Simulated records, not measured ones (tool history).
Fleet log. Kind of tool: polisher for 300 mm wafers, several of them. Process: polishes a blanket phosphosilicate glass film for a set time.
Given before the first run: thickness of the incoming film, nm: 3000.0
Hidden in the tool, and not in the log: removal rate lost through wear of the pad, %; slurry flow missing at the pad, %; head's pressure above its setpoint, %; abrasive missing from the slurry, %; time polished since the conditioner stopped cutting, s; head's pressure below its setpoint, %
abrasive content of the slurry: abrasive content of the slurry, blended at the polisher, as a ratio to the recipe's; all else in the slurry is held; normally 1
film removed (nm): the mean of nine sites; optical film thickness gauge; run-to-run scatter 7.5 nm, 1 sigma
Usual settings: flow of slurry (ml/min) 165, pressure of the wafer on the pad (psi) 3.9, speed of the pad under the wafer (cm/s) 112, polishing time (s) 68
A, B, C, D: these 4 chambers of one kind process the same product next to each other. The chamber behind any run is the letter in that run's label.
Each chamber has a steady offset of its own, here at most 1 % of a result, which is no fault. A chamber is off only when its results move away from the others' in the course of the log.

run	hour	flow of slurry (ml/min)	pressure of the wafer on the pad (psi)	speed of the pad under the wafer (cm/s)	abrasive content of the slurry	polishing time (s)	wafers polished on this pad	hours since the slurry nozzle was cleaned	hours since the head pressure was calibrated	hours since the slurry blender was calibrated	hours since the conditioning disc was replaced	film removed (nm)
1B	7.5	165	3.9	112	1	68	768	98.2	479	288.3	278.5	774.82
# hour 9.5: chamber B: conditioning disc replaced and pad reconditioned
2D	12.6	165	3.9	112	1	68	790	184.4	523.8	72.3	35.4	769.19
# hour 12.7: chamber D: worn pad replaced by a new one
# hour 16.2: chamber B: slurry blender recalibrated
3A	17.8	165	3.9	112	1	68	286	254.3	176	161.1	68.6	758.51
# hour 19.6: chamber C: slurry blender recalibrated
# hour 21.7: chamber A: slurry nozzle cleaned
4C	23.3	165	3.9	112	1	68	460	523.5	795.5	3.8	58	764.35
5A	29	165	3.9	112	1	68	399	7.3	187.2	172.3	79.8	765.2
# hour 31.8: chamber A: slurry blender recalibrated
6B	36.8	165	3.9	112	1	68	1064	127.5	508.3	20.6	27.4	773.63
7C	41.6	165	3.9	112	1	68	644	541.8	813.8	22.1	76.3	764.52
# hour 41.9: chamber A: worn pad replaced by a new one
8D	50.4	165	3.9	112	1	68	380	222.2	561.6	110.1	73.2	759.65
# hour 53.2: chamber C: slurry nozzle cleaned
# hour 56: chamber C: worn pad replaced by a new one
9D	60.7	165	3.9	112	1	68	483	232.5	571.9	120.4	83.5	753.55
# hour 67.2: chamber B: worn pad replaced by a new one
10A	68	165	3.9	112	1	68	262	46.3	226.2	36.2	118.8	789.03
11C	73.7	165	4.8	112	1	68	178	20.6	845.9	54.2	108.4	956.76
# hour 76.3: chamber D: slurry nozzle cleaned
# hour 82.1: chamber D: worn pad replaced by a new one
12B	83.4	165	4.8	112	1	68	163	174.1	554.9	67.2	74	958.77
# hour 90.2: chamber C: conditioning disc replaced and pad reconditioned
# hour 93.4: chamber D: slurry blender recalibrated
# hour 93.9: chamber A: worn pad replaced by a new one
13D	94.1	165	4.8	112	1	68	121	17.9	605.3	0.8	116.9	943.82
14C	102	165	4.8	112	1	68	463	48.9	874.2	82.5	11.8	936.52
# hour 103.4: chamber D: head pressure recalibrated
15A	107.6	165	3.9	112	1	68	139	85.9	265.8	75.8	158.4	769.74
16B	113	165	3.9	112	1	68	462	203.7	584.5	96.8	103.6	762.03
17C	122	165	3.9	112	1	68	665	68.9	894.2	102.5	31.8	752.42
# hour 123.8: chamber D: conditioning disc replaced and pad reconditioned
# hour 126.4: chamber C: head pressure recalibrated
# hour 130.6: chamber B: head pressure recalibrated
18D	131.2	165	3.9	112	1	68	495	55	27.8	37.9	7.5	818.68
# hour 135.7: chamber C: worn pad replaced by a new one
19A	139.2	165	3.9	112	1	68	457	117.5	297.4	107.4	190	762.88
20B	147.8	165	4.4	112	1	45	812	238.5	17.3	131.6	138.4	581.61
# hour 148.8: chamber A: worn pad replaced by a new one
# hour 155: chamber D: worn pad replaced by a new one
21D	155.5	165	4.4	112	1	45	5	79.3	52.1	62.2	31.8	608.1
22B	161	165	4.4	112	1	45	945	251.7	30.5	144.8	151.6	574.25
23A	169.1	165	4.4	112	1	45	204	147.4	327.3	137.3	219.9	583.25
# hour 176.5: chamber C: slurry blender recalibrated
24C	176.8	165	3.9	112	1	68	414	123.7	50.4	0.3	86.6	772.65
25D	181.4	165	3.9	112	1	68	266	105.2	78	88.1	57.7	814.46
26B	186.9	165	3.9	112	1	68	1206	277.6	56.4	170.7	177.5	777.18
27A	192.4	165	3.9	112	1	68	439	170.7	350.6	160.6	243.2	776.86
28C	197.7	165	3.9	112	1	68	625	144.6	71.3	21.2	107.5	759.8
29B	207.2	165	3.9	98	1.15	68	1411	297.9	76.7	191	197.8	732.38
30C	216.1	165	3.9	98	1.15	68	810	163	89.7	39.6	125.9	726.14

All chambers now run identical settings, listed one chamber a line with results as question marks. What results will each chamber show?
31A	223.7	165	3.9	126	1	68						?
31B	223.7	165	3.9	126	1	68						?
31C	223.7	165	3.9	126	1	68						?
31D	223.7	165	3.9	126	1	68						?

run	film removed (nm)
31A	828.48
31B	844.13
31C	838.2
31D	894.06
